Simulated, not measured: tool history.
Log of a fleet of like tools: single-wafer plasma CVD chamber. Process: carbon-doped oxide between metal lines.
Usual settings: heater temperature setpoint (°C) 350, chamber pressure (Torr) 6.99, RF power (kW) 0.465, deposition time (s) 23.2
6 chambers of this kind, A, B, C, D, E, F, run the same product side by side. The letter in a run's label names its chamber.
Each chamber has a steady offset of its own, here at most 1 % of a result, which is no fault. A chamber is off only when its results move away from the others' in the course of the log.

run   hour  heater temperature setpoint (°C)  chamber pressure (Torr)  RF power (kW)  deposition time (s)  hours since the last thermocouple change  hours since the last RF generator calibration  hours since the last manometer calibration  read-back reference wafer on the same gauge, thickness_nm  mean film thickness on the monitor wafer (nm)
 1A    6.1                               350                     6.99          0.465                 23.2                                      31.0                                          541.9                                       111.9                                                     107.09                                         120.08
 2C   14.3                               350                     6.99          0.465                 23.2                                    1373.5                                          829.4                                       575.2                                                     106.82                                         119.99
 3B   26.4                               350                     6.99          0.465                 23.2                                     909.4                                         1670.8                                      2151.2                                                     107.05                                         118.17
 4D   33.1                               350                     6.99          0.465                 23.2                                      97.6                                          771.3                                       903.0                                                     107.04                                         117.12
 5F   39.5                               350                     6.99          0.465                 23.2                                     120.2                                         1183.0                                       254.5                                                     106.89                                         118.66
 6E   45.1                               350                     6.99          0.465                 23.2                                     692.5                                          394.0                                        67.8                                                     106.88                                         118.07
 7F   55.6                               350                     6.99          0.465                 23.2                                     136.3                                         1199.1                                       270.6                                                     106.97                                         118.82
 8C   62.6                               350                     6.99          0.465                 23.2                                    1421.8                                          877.7                                       623.5                                                     107.12                                         117.71
 9B   71.0                               350                     6.99          0.465                 23.2                                     954.0                                         1715.4                                      2195.8                                                     106.93                                         117.57
10A   78.2                               350                     6.99          0.435                 23.2                                     103.1                                          614.0                                       184.0                                                     107.13                                         112.64
      78.3  -- chamber B: capacitance manometer re-zeroed and calibrated
11E   87.5                               350                     6.99          0.435                 23.2                                     734.9                                          436.4                                       110.2                                                     106.87                                         112.67
12D   93.7                               350                     6.99          0.435                 23.2                                     158.2                                          831.9                                       963.6                                                     106.97                                         112.09
13B  103.6                               350                     6.99          0.435                 23.2                                     986.6                                         1748.0                                        25.3                                                     107.09                                         112.25
14A  116.0                               350                     6.99          0.435                 23.2                                     140.9                                          651.8                                       221.8                                                     107.10                                         112.92
15E  125.0                               350                     6.99          0.435                 23.2                                     772.4                                          473.9                                       147.7                                                     106.86                                         111.65
16C  134.7                               350                     6.99          0.465                 23.2                                    1493.9                                          949.8                                       695.6                                                     106.84                                         117.99
17F  145.1                               350                     6.99          0.465                 23.2                                     225.8                                         1288.6                                       360.1                                                     106.99                                         118.17
18D  157.0                               350                     6.99          0.465                 23.2                                     221.5                                          895.2                                      1026.9                                                     106.99                                         118.03
     167.4  -- chamber C: RF generator calibrated
19F  168.4                               350                     6.99          0.465                 23.2                                     249.1                                         1311.9                                       383.4                                                     106.87                                         117.43
20E  174.3                               350                     6.99          0.465                 23.2                                     821.7                                          523.2                                       197.0                                                     106.95                                         117.77
21C  186.1                               350                     6.99          0.465                 23.2                                    1545.3                                           18.7                                       747.0                                                     106.99                                         117.45
22A  196.6                               350                     6.99          0.465                 23.2                                     221.5                                          732.4                                       302.4                                                     107.01                                         116.55
23B  203.6                               350                     7.79          0.465                 23.2                                    1086.6                                         1848.0                                       125.3                                                     106.94                                         119.50
24D  213.2                               350                     7.79          0.465                 23.2                                     277.7                                          951.4                                      1083.1                                                     107.00                                         118.19
25E  225.3                               350                     7.79          0.465                 23.2                                     872.7                                          574.2                                       248.0                                                     107.06                                         118.55
26A  234.6                               350                     7.79          0.465                 23.2                                     259.5                                          770.4                                       340.4                                                     107.21                                         116.93
27D  243.0                               350                     7.79          0.465                 23.2                                     307.5                                          981.2                                      1112.9                                                     106.90                                         116.96
     245.5  -- chamber E: thermocouple changed; heater temperature recalibrated
28B  253.7                               350                     7.79          0.465                 23.2                                    1136.7                                         1898.1                                       175.4                                                     107.01                                         118.83
29C  266.2                               350                     6.99          0.465                 23.2                                    1625.4                                           98.8                                       827.1                                                     107.05                                         117.25
30F  276.3                               350                     6.99          0.465                 23.2                                     357.0                                         1419.8                                       491.3                                                     107.03                                         118.71
31E  287.1                               350                     6.99          0.465                 23.2                                      41.7                                          636.0                                       309.8                                                     107.03                                         118.06
32B  296.7                               350                     6.99          0.465                 23.2                                    1179.7                                         1941.1                                       218.4                                                     106.97                                         117.55
33D  307.0                               350                     6.99          0.465                 23.2                                     371.5                                         1045.2                                      1176.9                                                     107.00                                         116.64
     313.4  -- chamber F: RF generator calibrated
34F  314.1                               350                     6.99          0.465                 23.2                                     394.8                                            0.8                                       529.1                                                     107.08                                         118.40
35A  326.3                               350                     6.99          0.465                 23.2                                     351.2                                          862.1                                       432.1                                                     107.12                                         114.69
36C  334.4                               350                     6.99          0.465                 23.2                                    1693.6                                          167.0                                       895.3                                                     106.94                                         118.74
37D  344.2                               350                     6.99          0.465                 21.8                                     408.7                                         1082.4                                      1214.1                                                     106.97                                         110.62
38B  349.7                               350                     6.99          0.465                 21.8                                    1232.7                                         1994.1                                       271.4                                                     106.99                                         110.94
39F  356.1                               350                     6.99          0.465                 21.8                                     436.8                                           42.8                                       571.1                                                     107.06                                         109.96

Next, every chamber runs the same settings. What will each give?
40A  365.2                               343                     6.99          0.465                 23.2                                                                                                                                                                                                                                              ?
40B  365.2                               343                     6.99          0.465                 23.2                                                                                                                                                                                                                                              ?
40C  365.2                               343                     6.99          0.465                 23.2                                                                                                                                                                                                                                              ?
40D  365.2                               343                     6.99          0.465                 23.2                                                                                                                                                                                                                                              ?
40E  365.2                               343                     6.99          0.465                 23.2                                                                                                                                                                                                                                              ?
40F  365.2                               343                     6.99          0.465                 23.2                                                                                                                                                                                                                                              ?

run  mean film thickness on the monitor wafer (nm)
40A                                         116.65
40B                                         118.93
40C                                         120.44
40D                                         119.78
40E                                         120.01
40F                                         121.83
